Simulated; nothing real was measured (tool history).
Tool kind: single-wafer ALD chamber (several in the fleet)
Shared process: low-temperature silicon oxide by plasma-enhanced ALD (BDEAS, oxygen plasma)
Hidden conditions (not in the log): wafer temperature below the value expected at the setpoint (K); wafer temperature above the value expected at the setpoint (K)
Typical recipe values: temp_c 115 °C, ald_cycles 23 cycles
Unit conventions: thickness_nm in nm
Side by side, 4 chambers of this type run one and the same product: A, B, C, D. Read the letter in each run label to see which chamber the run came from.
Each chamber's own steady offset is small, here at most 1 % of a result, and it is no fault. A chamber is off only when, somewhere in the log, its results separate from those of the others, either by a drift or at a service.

run   hour  temp_c  ald_cycles  hours since the last thermocouple change  read-back reference wafer on the same gauge, thickness_nm  thickness_nm
 1A    6.7     115          23                                    2398.9                                                      2.871        3.2226
 2D   18.2     115          23                                    1120.4                                                       2.87        3.2181
 3C   25.1     115          23                                    1022.6                                                     2.8704         3.205
 4B   34.4     115          23                                     722.2                                                     2.8719        3.2066
 5A   41.1     115          23                                    2433.3                                                      2.871        3.2196
 6B   53.7     115          23                                     741.5                                                     2.8717         3.205
 7C   61.4     115          23                                    1058.9                                                     2.8721        3.2098
 8D     71     115          23                                    1173.2                                                     2.8725        3.2202
 9D   78.1     115          23                                    1180.3                                                     2.8729        3.2152
10B   89.4     115          23                                     777.2                                                     2.8725        3.2039
11C  101.2     115          23                                    1098.7                                                     2.8727         3.207
12A  113.2     115          23                                    2505.4                                                     2.8743        3.2252
13D  127.8     115          23                                      1230                                                     2.8737        3.2287
14A  135.1     115          23                                    2527.3                                                     2.8741        3.2266
15C  147.2     115          23                                    1144.7                                                     2.8751        3.2029
16B  161.3     115          23                                     849.1                                                     2.8761        3.2087
17B    168     115          23                                     855.8                                                     2.8754        3.2149
18D  181.4     115          20                                    1283.6                                                     2.8761        2.7966
19A  195.5     115          20                                    2587.7                                                     2.8771        2.8055
20C  202.6     115          20                                    1200.1                                                     2.8775        2.7913
       211  -- chamber A: thermocouple changed; heater temperature recalibrated
21A  214.8     115          20                                       3.9                                                     2.8771        2.8136
22B  227.3     115          23                                     915.1                                                      2.878        3.2141
23D  241.3     115          23                                    1343.5                                                     2.8788         3.226
     242.1  -- chamber C: thermocouple changed; heater temperature recalibrated
24C  250.3     115          23                                       8.3                                                     2.8786        3.2119
25C  260.4     115          23                                      18.4                                                     2.8787        3.2132
26B  267.4     115          23                                     955.2                                                     2.8793        3.2171
27D  279.2     115          23                                    1381.4                                                     2.8797        3.2298
28A  292.1     115          23                                      81.2                                                     2.8798        3.2227
29D  306.5     104          23                                    1408.7                                                     2.8802        3.2892
30B  321.2     104          23                                      1009                                                     2.8819        3.2878
31A    334     104          23                                     123.1                                                     2.8814        3.3006
32C  346.8     104          23                                     104.8                                                     2.8817        3.2873

The same settings go to every chamber for the next run, one line per chamber below. Forecast the results for each:
33A  357.3     100          23                                                                                                                  ?
33B  357.3     100          23                                                                                                                  ?
33C  357.3     100          23                                                                                                                  ?
33D  357.3     100          23                                                                                                                  ?

run  thickness_nm
33A        3.3245
33B        3.3084
33C        3.3013
33D        3.3228
